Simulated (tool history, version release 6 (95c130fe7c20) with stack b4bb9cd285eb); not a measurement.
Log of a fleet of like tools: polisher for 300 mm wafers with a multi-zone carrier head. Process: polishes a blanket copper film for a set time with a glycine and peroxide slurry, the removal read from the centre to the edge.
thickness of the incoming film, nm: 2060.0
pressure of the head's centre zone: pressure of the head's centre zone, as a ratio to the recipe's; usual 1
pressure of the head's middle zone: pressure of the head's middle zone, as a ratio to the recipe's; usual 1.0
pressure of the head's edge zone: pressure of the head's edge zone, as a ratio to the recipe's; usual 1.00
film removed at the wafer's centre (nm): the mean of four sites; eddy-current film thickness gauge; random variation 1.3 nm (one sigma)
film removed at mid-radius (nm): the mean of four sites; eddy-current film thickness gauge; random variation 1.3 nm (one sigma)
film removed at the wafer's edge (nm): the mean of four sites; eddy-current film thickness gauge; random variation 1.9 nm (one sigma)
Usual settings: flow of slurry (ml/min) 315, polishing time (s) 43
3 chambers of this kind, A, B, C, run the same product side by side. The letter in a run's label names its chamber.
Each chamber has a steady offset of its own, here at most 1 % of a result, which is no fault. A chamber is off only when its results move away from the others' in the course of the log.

run   hour  flow of slurry (ml/min)  pressure of the head's centre zone  pressure of the head's middle zone  pressure of the head's edge zone  polishing time (s)  wafers polished on this pad  hours since the slurry nozzle was cleaned  hours since the centre zone pressure was calibrated  hours since the edge zone pressure was calibrated  film removed at the wafer's centre (nm)  film removed at mid-radius (nm)  film removed at the wafer's edge (nm)
 1A    6.1                      315                                   1                                 1.0                              1.00                  43                          951                                      145.8                                                806.4                                              565.2                                   190.89                           191.23                                 191.03
      11.4  -- chamber A: worn pad replaced by a new one
 2B   11.9                      315                                   1                                 1.0                              1.00                  43                         1440                                      692.4                                                 93.8                                              276.4                                   190.25                           190.93                                 191.40
      17.3  -- chamber B: worn pad replaced by a new one
 3C   22.6                      315                                   1                                 1.0                              1.00                  43                          772                                      273.9                                                307.2                                              145.1                                   188.45                           190.57                                 187.92
      28.3  -- chamber C: worn pad replaced by a new one
 4A   29.4                      315                                   1                                 1.0                              1.00                  43                          160                                      169.1                                                829.7                                              588.5                                   190.06                           192.83                                 192.43
 5B   39.4                      315                                   1                                 1.0                              1.00                  43                          196                                      719.9                                                121.3                                              303.9                                   190.81                           191.31                                 189.62
 6C   46.5                      315                                   1                                 0.9                              1.00                  36                          161                                      297.8                                                331.1                                              169.0                                   158.40                           143.85                                 160.64
 7C   53.9                      315                                   1                                 0.9                              1.00                  36                          227                                      305.2                                                338.5                                              176.4                                   158.67                           143.88                                 158.18
 8A   64.6                      315                                   1                                 0.9                              1.00                  36                          472                                      204.3                                                864.9                                              623.7                                   156.90                           145.64                                 163.45
 9B   69.5                      315                                   1                                 1.0                              1.00                  43                          463                                      750.0                                                151.4                                              334.0                                   190.00                           189.95                                 189.18
10C   74.7                      315                                   1                                 1.0                              1.00                  43                          412                                      326.0                                                359.3                                              197.2                                   188.69                           190.49                                 190.59
11B   84.6                      315                                   1                                 1.0                              1.00                  43                          597                                      765.1                                                166.5                                              349.1                                   190.89                           191.86                                 191.68
12A   92.0                      315                                   1                                 1.0                              1.00                  43                          715                                      231.7                                                892.3                                              651.1                                   189.80                           192.16                                 192.82
13A   98.0                      315                                   1                                 1.0                              1.00                  43                          769                                      237.7                                                898.3                                              657.1                                   188.44                           191.81                                 190.80
      99.9  -- chamber A: centre zone pressure recalibrated
14C  103.3                      315                                   1                                 1.0                              1.00                  43                          666                                      354.6                                                387.9                                              225.8                                   188.77                           190.53                                 187.60
15B  110.1                      315                                   1                                 1.0                              1.00                  43                          823                                      790.6                                                192.0                                              374.6                                   188.69                           192.20                                 193.11
     112.8  -- chamber A: worn pad replaced by a new one
     116.3  -- chamber A: slurry nozzle cleaned
16B  118.4                      315                                   1                                 1.0                              1.00                  43                          897                                      798.9                                                200.3                                              382.9                                   191.77                           189.63                                 187.38
     118.7  -- chamber C: worn pad replaced by a new one
17C  123.8                      315                                   1                                 1.0                              1.00                  43                           45                                      375.1                                                408.4                                              246.3                                   189.46                           189.34                                 187.68
18A  134.2                      315                                   1                                 1.0                              1.00                  43                          190                                       18.0                                                 34.3                                              693.3                                   174.81                           192.00                                 192.18
19C  140.5                      315                                   1                                 1.0                              1.00                  43                          193                                      391.8                                                425.1                                              263.0                                   187.46                           190.04                                 193.39
20A  148.4                      385                                   1                                 1.0                              1.00                  55                          316                                       32.2                                                 48.5                                              707.5                                   227.02                           246.38                                 248.05
21B  155.2                      385                                   1                                 1.0                              1.00                  55                         1224                                      835.7                                                237.1                                              419.7                                   250.13                           248.82                                 245.40
22A  161.6                      385                                   1                                 1.0                              1.00                  55                          433                                       45.4                                                 61.7                                              720.7                                   224.67                           247.70                                 244.93
23B  166.3                      315                                   1                                 1.0                              0.94                  43                         1322                                      846.8                                                248.2                                              430.8                                   190.94                           188.86                                 184.34
24C  174.7                      315                                   1                                 1.0                              0.94                  43                          497                                      426.0                                                459.3                                              297.2                                   189.35                           189.29                                 186.64
25C  183.5                      315                                   1                                 1.0                              0.94                  43                          575                                      434.8                                                468.1                                              306.0                                   185.76                           188.65                                 182.09
26B  189.8                      315                                   1                                 1.0                              1.00                  43                         1531                                      870.3                                                271.7                                              454.3                                   189.47                           190.71                                 192.20
     194.4  -- chamber B: worn pad replaced by a new one
27A  196.7                      315                                   1                                 1.0                              1.00                  43                          745                                       80.5                                                 96.8                                              755.8                                   174.17                           192.78                                 197.56
     203.8  -- chamber C: worn pad replaced by a new one
28C  207.5                      315                                   1                                 1.0                              1.00                  43                           32                                      458.8                                                492.1                                              330.0                                   190.51                           190.68                                 193.56
     212.5  -- chamber B: slurry nozzle cleaned
29A  214.1                      215                                   1                                 1.0                              1.00                  53                          899                                       97.9                                                114.2                                              773.2                                   204.45                           227.96                                 227.75
30B  219.7                      215                                   1                                 1.0                              1.00                  53                          225                                        7.2                                                301.6                                              484.2                                   224.29                           226.61                                 228.28
31C  225.8                      215                                   1                                 1.0                              1.00                  53                          195                                      477.1                                                510.4                                              348.3                                   221.40                           225.50                                 228.83
32B  233.2                      315                                   1                                 1.0                              1.00                  43                          345                                       20.7                                                315.1                                              497.7                                   191.68                           192.61                                 190.32

All 3 chambers run these settings next. Forecast each chamber's results:
33A  240.9                      315                                   1                                 1.0                              1.05                  43                                                                                                                                                                                                                        ?                                ?                                      ?
33B  240.9                      315                                   1                                 1.0                              1.05                  43                                                                                                                                                                                                                        ?                                ?                                      ?
33C  240.9                      315                                   1                                 1.0                              1.05                  43                                                                                                                                                                                                                        ?                                ?                                      ?

run  film removed at the wafer's centre (nm)  film removed at mid-radius (nm)  film removed at the wafer's edge (nm)
33A                                   173.38                           189.95                                 197.18
33B                                   190.06                           192.12                                 197.25
33C                                   188.11                           188.11                                 195.26

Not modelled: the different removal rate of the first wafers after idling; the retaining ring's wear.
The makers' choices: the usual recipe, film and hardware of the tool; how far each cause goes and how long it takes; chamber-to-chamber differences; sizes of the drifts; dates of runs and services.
